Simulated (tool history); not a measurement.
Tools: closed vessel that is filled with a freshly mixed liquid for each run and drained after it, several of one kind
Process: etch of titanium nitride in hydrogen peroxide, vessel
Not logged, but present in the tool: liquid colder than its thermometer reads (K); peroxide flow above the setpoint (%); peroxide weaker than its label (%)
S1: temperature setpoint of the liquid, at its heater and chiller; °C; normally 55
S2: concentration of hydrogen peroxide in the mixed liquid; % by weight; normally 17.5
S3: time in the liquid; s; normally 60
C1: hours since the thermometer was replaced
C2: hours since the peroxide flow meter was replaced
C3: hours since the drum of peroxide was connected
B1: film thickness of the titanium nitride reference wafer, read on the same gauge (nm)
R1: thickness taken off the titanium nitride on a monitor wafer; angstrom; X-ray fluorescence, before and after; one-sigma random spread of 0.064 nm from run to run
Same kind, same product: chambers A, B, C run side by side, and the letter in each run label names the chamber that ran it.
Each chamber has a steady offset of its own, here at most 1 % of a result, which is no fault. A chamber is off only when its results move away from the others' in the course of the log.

{"run": "1C", "hour": 13.2, "S1": 55, "S2": 17.5, "S3": 60, "C1": 936, "C2": 1739.7, "C3": 1196.2, "B1": 150.01, "R1": 68.529}
{"run": "2B", "hour": 22.0, "S1": 55, "S2": 17.5, "S3": 60, "C1": 118.5, "C2": 194.6, "C3": 247, "B1": 150.02, "R1": 67.223}
{"run": "3A", "hour": 33.7, "S1": 55, "S2": 17.5, "S3": 60, "C1": 678.7, "C2": 1943.3, "C3": 844.5, "B1": 149.98, "R1": 69.607}
{"run": "4C", "hour": 40.8, "S1": 55, "S2": 17.5, "S3": 60, "C1": 963.6, "C2": 1767.3, "C3": 1223.8, "B1": 149.99, "R1": 68.722}
{"run": "5A", "hour": 50.8, "S1": 55, "S2": 17.5, "S3": 60, "C1": 695.8, "C2": 1960.4, "C3": 861.6, "B1": 149.98, "R1": 67.361}
{"run": "6B", "hour": 59.0, "S1": 55, "S2": 17.5, "S3": 60, "C1": 155.5, "C2": 231.6, "C3": 284, "B1": 149.97, "R1": 68.614}
{"run": "7C", "hour": 69.3, "S1": 55, "S2": 17.5, "S3": 60, "C1": 992.1, "C2": 1795.8, "C3": 1252.3, "B1": 150.03, "R1": 67.562}
{"hour": 71.0, "done": "chamber A: peroxide flow meter replaced"}
{"run": "8A", "hour": 80.7, "S1": 55, "S2": 17.5, "S3": 60, "C1": 725.7, "C2": 9.7, "C3": 891.5, "B1": 149.99, "R1": 68.712}
{"run": "9B", "hour": 88.6, "S1": 55, "S2": 17.5, "S3": 60, "C1": 185.1, "C2": 261.2, "C3": 313.6, "B1": 150, "R1": 69.66}
{"run": "10C", "hour": 99.1, "S1": 55, "S2": 17.5, "S3": 60, "C1": 1021.9, "C2": 1825.6, "C3": 1282.1, "B1": 149.98, "R1": 69.497}
{"run": "11A", "hour": 107.5, "S1": 55, "S2": 17.5, "S3": 60, "C1": 752.5, "C2": 36.5, "C3": 918.3, "B1": 150.03, "R1": 67.056}
{"run": "12B", "hour": 114.9, "S1": 55, "S2": 17.5, "S3": 60, "C1": 211.4, "C2": 287.5, "C3": 339.9, "B1": 150, "R1": 68.992}
{"run": "13A", "hour": 122.4, "S1": 55, "S2": 17.5, "S3": 60, "C1": 767.4, "C2": 51.4, "C3": 933.2, "B1": 150.03, "R1": 68.686}
{"run": "14C", "hour": 133.6, "S1": 55, "S2": 14.5, "S3": 85, "C1": 1056.4, "C2": 1860.1, "C3": 1316.6, "B1": 149.99, "R1": 91.827}
{"run": "15B", "hour": 148.2, "S1": 55, "S2": 14.5, "S3": 85, "C1": 244.7, "C2": 320.8, "C3": 373.2, "B1": 150, "R1": 93.685}
{"run": "16C", "hour": 155.8, "S1": 55, "S2": 14.5, "S3": 85, "C1": 1078.6, "C2": 1882.3, "C3": 1338.8, "B1": 149.98, "R1": 91.727}
{"run": "17B", "hour": 170.5, "S1": 55, "S2": 17.5, "S3": 60, "C1": 267, "C2": 343.1, "C3": 395.5, "B1": 150.01, "R1": 69.57}
{"run": "18A", "hour": 176.9, "S1": 55, "S2": 17.5, "S3": 60, "C1": 821.9, "C2": 105.9, "C3": 987.7, "B1": 150, "R1": 67.927}
{"run": "19B", "hour": 189.6, "S1": 55, "S2": 17.5, "S3": 60, "C1": 286.1, "C2": 362.2, "C3": 414.6, "B1": 150, "R1": 69.434}
{"run": "20C", "hour": 197.6, "S1": 55, "S2": 17.5, "S3": 45, "C1": 1120.4, "C2": 1924.1, "C3": 1380.6, "B1": 150.01, "R1": 49.159}
{"run": "21A", "hour": 206.9, "S1": 55, "S2": 17.5, "S3": 45, "C1": 851.9, "C2": 135.9, "C3": 1017.7, "B1": 149.98, "R1": 51.111}
{"run": "22A", "hour": 215.7, "S1": 55, "S2": 17.5, "S3": 45, "C1": 860.7, "C2": 144.7, "C3": 1026.5, "B1": 149.98, "R1": 51.202}
{"run": "23C", "hour": 224.6, "S1": 55, "S2": 17.5, "S3": 60, "C1": 1147.4, "C2": 1951.1, "C3": 1407.6, "B1": 149.98, "R1": 65.182}
{"run": "24B", "hour": 237.3, "S1": 55, "S2": 17.5, "S3": 60, "C1": 333.8, "C2": 409.9, "C3": 462.3, "B1": 150.02, "R1": 68.488}
{"run": "25C", "hour": 245.8, "S1": 55, "S2": 17.5, "S3": 60, "C1": 1168.6, "C2": 1972.3, "C3": 1428.8, "B1": 150.02, "R1": 65.731}
{"run": "26A", "hour": 256.8, "S1": 55, "S2": 17.5, "S3": 60, "C1": 901.8, "C2": 185.8, "C3": 1067.6, "B1": 149.99, "R1": 67.259}
{"run": "27B", "hour": 268.4, "S1": 55, "S2": 17.5, "S3": 60, "C1": 364.9, "C2": 441, "C3": 493.4, "B1": 150.01, "R1": 68.61}
{"run": "28A", "hour": 282.2, "S1": 47.5, "S2": 13, "S3": 60, "C1": 927.2, "C2": 211.2, "C3": 1093, "B1": 150.03, "R1": 37.353}
{"run": "29C", "hour": 291.2, "S1": 47.5, "S2": 13, "S3": 60, "C1": 1214, "C2": 2017.7, "C3": 1474.2, "B1": 149.96, "R1": 35.028}
{"run": "30B", "hour": 304.7, "S1": 47.5, "S2": 13, "S3": 60, "C1": 401.2, "C2": 477.3, "C3": 529.7, "B1": 149.99, "R1": 37.717}
{"run": "31C", "hour": 312.4, "S1": 55, "S2": 17.5, "S3": 60, "C1": 1235.2, "C2": 2038.9, "C3": 1495.4, "B1": 149.97, "R1": 64.371}
{"run": "32A", "hour": 326.4, "S1": 55, "S2": 17.5, "S3": 60, "C1": 971.4, "C2": 255.4, "C3": 1137.2, "B1": 150.01, "R1": 68.704}

All 3 chambers run these settings next. Forecast each chamber's results:
{"run": "33A", "hour": 337.0, "S1": 55, "S2": 17.5, "S3": 60, "R1": "?"}
{"run": "33B", "hour": 337.0, "S1": 55, "S2": 17.5, "S3": 60, "R1": "?"}
{"run": "33C", "hour": 337.0, "S1": 55, "S2": 17.5, "S3": 60, "R1": "?"}

run=33A R1=68.349
run=33B R1=69.062
run=33C R1=63.931
